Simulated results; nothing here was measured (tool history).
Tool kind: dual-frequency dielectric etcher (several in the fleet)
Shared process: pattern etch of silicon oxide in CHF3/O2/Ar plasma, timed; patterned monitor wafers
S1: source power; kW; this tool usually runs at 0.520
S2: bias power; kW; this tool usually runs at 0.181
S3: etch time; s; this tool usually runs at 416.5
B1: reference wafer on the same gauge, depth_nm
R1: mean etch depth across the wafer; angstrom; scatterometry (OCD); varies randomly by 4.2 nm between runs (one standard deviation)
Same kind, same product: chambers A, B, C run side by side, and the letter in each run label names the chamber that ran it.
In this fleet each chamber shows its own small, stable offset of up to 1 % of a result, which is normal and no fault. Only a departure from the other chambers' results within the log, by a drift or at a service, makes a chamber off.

run	hour	S1	S2	S3	B1	R1
1C	10.8	0.520	0.181	416.5	774.83	7809.3
2A	17.4	0.520	0.181	416.5	775.35	7728.3
3B	28.2	0.520	0.181	416.5	775.13	7869.3
4B	37.2	0.520	0.181	416.5	775.02	7859.8
5A	43.5	0.520	0.181	416.5	774.98	7864.1
6C	50.1	0.520	0.181	416.5	775.19	7785.1
7C	56.1	0.520	0.181	416.5	774.58	7867.1
8A	63.1	0.520	0.181	416.5	774.71	7712.0
9B	69.1	0.520	0.181	416.5	775.80	7883.2
# hour 71.8: chamber C: bias power generator calibrated
10A	78.7	0.440	0.202	416.5	775.57	7545.2
11C	87.0	0.440	0.202	416.5	774.37	7606.4
12B	97.3	0.440	0.202	416.5	774.13	7627.9
13B	105.4	0.520	0.181	416.5	774.71	7857.0
14A	115.4	0.520	0.181	416.5	774.83	7748.8
15C	121.8	0.520	0.181	416.5	774.77	7829.2
16B	131.3	0.520	0.181	416.5	773.55	7855.9
17C	136.1	0.520	0.181	416.5	776.01	7746.5
18A	144.9	0.520	0.181	416.5	775.08	7804.9
19A	154.6	0.520	0.196	416.5	775.26	7933.2
20B	162.5	0.520	0.196	416.5	775.51	8101.4
21C	173.0	0.520	0.196	416.5	774.97	7985.5
22A	183.7	0.520	0.181	416.5	774.82	7780.8
23B	188.7	0.520	0.181	330.0	774.78	6220.0
24C	198.4	0.520	0.181	330.0	775.52	6144.2
25A	203.5	0.520	0.181	330.0	774.83	6176.8
26B	210.8	0.580	0.181	416.5	775.78	8215.7
27C	218.5	0.580	0.181	416.5	774.56	8096.6

Next, every chamber runs the same settings. What will each give?
28A	226.4	0.520	0.181	341.0		?
28B	226.4	0.520	0.181	341.0		?
28C	226.4	0.520	0.181	341.0		?

run	R1
28A	6382.0
28B	6385.9
28C	6414.5
